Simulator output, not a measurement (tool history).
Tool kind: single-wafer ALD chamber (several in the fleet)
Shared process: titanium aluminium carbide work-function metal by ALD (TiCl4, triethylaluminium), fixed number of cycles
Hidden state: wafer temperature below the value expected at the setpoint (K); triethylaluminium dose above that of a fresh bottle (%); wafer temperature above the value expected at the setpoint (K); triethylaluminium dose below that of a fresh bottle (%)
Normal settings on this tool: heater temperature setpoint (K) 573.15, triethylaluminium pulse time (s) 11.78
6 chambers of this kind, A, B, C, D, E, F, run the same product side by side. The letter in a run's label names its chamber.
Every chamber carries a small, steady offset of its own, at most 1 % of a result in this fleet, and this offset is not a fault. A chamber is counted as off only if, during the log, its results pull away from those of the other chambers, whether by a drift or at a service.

run   hour  heater temperature setpoint (K)  triethylaluminium pulse time (s)  hours since the last thermocouple change  hours since the last triethylaluminium bottle change  read-back reference wafer on the same gauge, thickness_nm  mean film thickness on the monitor wafer (nm)
 1C    9.9                           573.15                             11.78                                    1015.1                                                 813.0                                                     1.8490                                         2.0358
 2E   16.4                           573.15                             11.78                                     870.1                                                 808.1                                                     1.8502                                         2.0230
 3B   23.3                           573.15                             11.78                                     610.1                                                 440.0                                                     1.8506                                         2.0300
 4D   33.6                           573.15                             11.78                                     633.5                                                 554.6                                                     1.8491                                         2.0133
 5F   45.4                           573.15                             11.78                                      94.3                                                 523.6                                                     1.8500                                         2.0367
      55.5  -- chamber C: thermocouple changed; heater temperature recalibrated
 6A   57.0                           573.15                             11.78                                     825.7                                                 111.2                                                     1.8477                                         2.0298
 7D   70.6                           573.15                             11.78                                     670.5                                                 591.6                                                     1.8509                                         2.0149
 8B   77.6                           573.15                             11.78                                     664.4                                                 494.3                                                     1.8494                                         2.0173
 9F   86.9                           573.15                             11.78                                     135.8                                                 565.1                                                     1.8510                                         2.0467
10E  100.1                           562.15                             11.78                                     953.8                                                 891.8                                                     1.8488                                         1.9180
11A  107.4                           562.15                             11.78                                     876.1                                                 161.6                                                     1.8497                                         1.9426
12C  118.5                           562.15                             11.78                                      63.1                                                 921.6                                                     1.8501                                         1.9283
13E  128.0                           562.15                             11.78                                     981.7                                                 919.7                                                     1.8516                                         1.9240
14F  139.1                           562.15                             11.78                                     188.0                                                 617.3                                                     1.8531                                         1.9398
15D  147.9                           562.15                             11.78                                     747.8                                                 668.9                                                     1.8496                                         1.9056
16B  160.2                           573.15                             11.78                                     747.0                                                 576.9                                                     1.8501                                         2.0261
17A  170.6                           573.15                             11.78                                     939.3                                                 224.8                                                     1.8511                                         2.0186
     175.1  -- chamber F: triethylaluminium bottle replaced
18C  178.2                           573.15                             11.78                                     122.8                                                 981.3                                                     1.8512                                         2.0319
19A  186.4                           559.15                              9.40                                     955.1                                                 240.6                                                     1.8516                                         1.8609
20D  193.2                           559.15                              9.40                                     793.1                                                 714.2                                                     1.8497                                         1.8405
     201.3  -- chamber D: triethylaluminium bottle replaced
21C  205.5                           559.15                              9.40                                     150.1                                                1008.6                                                     1.8503                                         1.8671
22F  218.9                           559.15                              9.40                                     267.8                                                  43.8                                                     1.8492                                         1.8885
23E  234.0                           559.15                              9.40                                    1087.7                                                1025.7                                                     1.8499                                         1.8547
24B  241.5                           559.15                              9.40                                     828.3                                                 658.2                                                     1.8502                                         1.8436
25F  249.4                           573.15                             11.78                                     298.3                                                  74.3                                                     1.8479                                         2.0350
26C  263.6                           573.15                             11.78                                     208.2                                                1066.7                                                     1.8497                                         2.0318
27B  270.4                           573.15                             11.78                                     857.2                                                 687.1                                                     1.8507                                         2.0035
28A  281.0                           573.15                             11.78                                    1049.7                                                 335.2                                                     1.8502                                         2.0393
29E  292.5                           573.15                             11.78                                    1146.2                                                1084.2                                                     1.8501                                         2.0146
30D  307.6                           573.15                             11.78                                     907.5                                                 106.3                                                     1.8503                                         2.0204
31B  318.8                           573.15                             11.78                                     905.6                                                 735.5                                                     1.8499                                         2.0169
32E  331.8                           573.15                             11.78                                    1185.5                                                1123.5                                                     1.8492                                         2.0310
33C  347.0                           573.15                             11.78                                     291.6                                                1150.1                                                     1.8487                                         2.0353
34A  354.6                           573.15                             11.78                                    1123.3                                                 408.8                                                     1.8499                                         2.0216
35D  368.0                           584.15                              9.01                                     967.9                                                 166.7                                                     1.8492                                         2.0452
36F  379.0                           584.15                              9.01                                     427.9                                                 203.9                                                     1.8505                                         2.0742
37D  393.3                           584.15                              9.01                                     993.2                                                 192.0                                                     1.8504                                         2.0625
38A  405.8                           584.15                              9.01                                    1174.5                                                 460.0                                                     1.8512                                         2.0795
39B  419.4                           584.15                              9.01                                    1006.2                                                 836.1                                                     1.8480                                         2.0605
40E  427.5                           584.15                              9.01                                    1281.2                                                1219.2                                                     1.8476                                         2.0667
41C  439.3                           573.15                             11.78                                     383.9                                                1242.4                                                     1.8503                                         2.0272

Is one chamber out of step, is the gauge drifting, or do the chambers differ by no more than their own small offsets? For an off chamber, give its letter and the likeliest cause.

Beyond each chamber's small constant offset nothing stands out, and the gauge stays steady.

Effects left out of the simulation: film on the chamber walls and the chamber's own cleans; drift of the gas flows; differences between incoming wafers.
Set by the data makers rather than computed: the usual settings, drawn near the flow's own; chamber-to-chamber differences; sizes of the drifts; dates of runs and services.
